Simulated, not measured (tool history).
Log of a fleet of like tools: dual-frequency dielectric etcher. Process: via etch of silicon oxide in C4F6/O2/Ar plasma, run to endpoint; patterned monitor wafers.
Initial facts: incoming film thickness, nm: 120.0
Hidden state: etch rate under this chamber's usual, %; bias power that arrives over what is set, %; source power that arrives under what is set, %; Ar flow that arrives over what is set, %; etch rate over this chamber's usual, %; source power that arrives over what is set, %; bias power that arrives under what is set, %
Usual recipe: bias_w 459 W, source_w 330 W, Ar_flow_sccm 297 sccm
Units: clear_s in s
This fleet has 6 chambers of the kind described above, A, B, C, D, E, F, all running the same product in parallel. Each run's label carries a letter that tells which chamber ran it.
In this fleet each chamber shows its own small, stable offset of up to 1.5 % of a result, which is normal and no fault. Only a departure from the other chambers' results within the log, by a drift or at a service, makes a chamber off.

run	day	bias_w	source_w	Ar_flow_sccm	hours since the last wet clean	hours since the last bias power generator calibration	hours since the last source power generator calibration	hours since the last Ar flow controller change	clear_s
1C	0.233	459	330	297	438.3	1149.5	1765.4	1828.2	29.447
2A	0.554	459	330	297	88.4	1037.9	1759.4	4497.4	29.380
3D	0.850	459	330	297	151.5	2254.9	1901.3	848.4	29.237
4B	1.317	459	330	297	160.0	3300.5	1100.2	642.1	29.605
# day 1.325: chamber A: source power generator calibrated
5F	1.596	459	330	297	377.5	2226.6	1164.9	3392.6	29.268
6E	2.071	459	330	297	184.6	4125.5	968.6	2048.4	28.954
7B	2.521	459	330	297	188.9	3329.4	1129.1	671.0	29.665
8A	2.842	459	330	297	143.3	1092.8	36.4	4552.3	29.289
9D	3.238	403	290	297	208.8	2312.2	1958.6	905.7	32.362
10E	3.492	403	290	297	218.7	4159.6	1002.7	2082.5	32.420
11C	3.729	403	290	297	522.2	1233.4	1849.3	1912.1	32.504
12F	4.046	403	290	297	436.3	2285.4	1223.7	3451.4	32.066
13A	4.379	403	290	297	180.2	1129.7	73.3	4589.2	32.403
14B	4.646	403	290	297	239.9	3380.4	1180.1	722.0	32.542
15D	4.996	459	330	297	251.0	2354.4	2000.8	947.9	29.262
16E	5.475	459	330	297	266.3	4207.2	1050.3	2130.1	29.538
17C	5.858	459	330	297	573.3	1284.5	1900.4	1963.2	29.587
18F	6.188	459	330	297	487.7	2336.8	1275.1	3502.8	29.451
19B	6.425	459	330	297	282.6	3423.1	1222.8	764.7	29.825
# day 6.567: chamber C: source power generator calibrated
20C	6.917	459	330	297	598.7	1309.9	8.4	1988.6	29.536
21E	7.196	459	330	297	307.6	4248.5	1091.6	2171.4	29.178
22F	7.542	459	330	297	520.2	2369.3	1307.6	3535.3	29.269
23D	7.833	413	330	297	319.1	2422.5	2068.9	1016.0	30.381
# day 7.858: chamber C: wet clean of the chamber
# day 8.183: chamber D: wet clean of the chamber
24A	8.292	413	330	297	274.1	1223.6	167.2	4683.1	31.199
25F	8.567	413	330	297	544.8	2393.9	1332.2	3559.9	30.632
26D	8.921	413	330	297	17.7	2448.6	2095.0	1042.1	30.340
27A	9.200	413	330	297	295.9	1245.4	189.0	4704.9	31.326
# day 9.417: chamber E: wet clean of the chamber
28B	9.567	413	330	297	358.0	3498.5	1298.2	840.1	30.822
29C	10.067	567	330	322	53.0	1385.5	84.0	2064.2	27.513
30E	10.312	567	330	322	21.5	4323.3	1166.4	2246.2	27.327
# day 10.375: chamber F: wet clean of the chamber
31F	10.667	567	330	322	7.0	2444.3	1382.6	3610.3	27.092
32A	11.042	567	330	322	340.1	1289.6	233.2	4749.1	28.147
33B	11.308	567	330	322	399.8	3540.3	1340.0	881.9	27.517
34E	11.754	567	330	322	56.1	4357.9	1201.0	2280.8	27.280
35C	12.004	459	330	297	99.5	1432.0	130.5	2110.7	29.340
36D	12.358	459	330	297	100.2	2531.1	2177.5	1124.6	29.531
37A	12.708	459	330	297	380.1	1329.6	273.2	4789.1	30.479

Each of the 6 chambers runs these same settings next. Fill in every chamber's results:
38A	13.067	459	330	297					?
38B	13.067	459	330	297					?
38C	13.067	459	330	297					?
38D	13.067	459	330	297					?
38E	13.067	459	330	297					?
38F	13.067	459	330	297					?

run	clear_s
38A	30.769
38B	29.653
38C	29.639
38D	29.368
38E	29.290
38F	28.994

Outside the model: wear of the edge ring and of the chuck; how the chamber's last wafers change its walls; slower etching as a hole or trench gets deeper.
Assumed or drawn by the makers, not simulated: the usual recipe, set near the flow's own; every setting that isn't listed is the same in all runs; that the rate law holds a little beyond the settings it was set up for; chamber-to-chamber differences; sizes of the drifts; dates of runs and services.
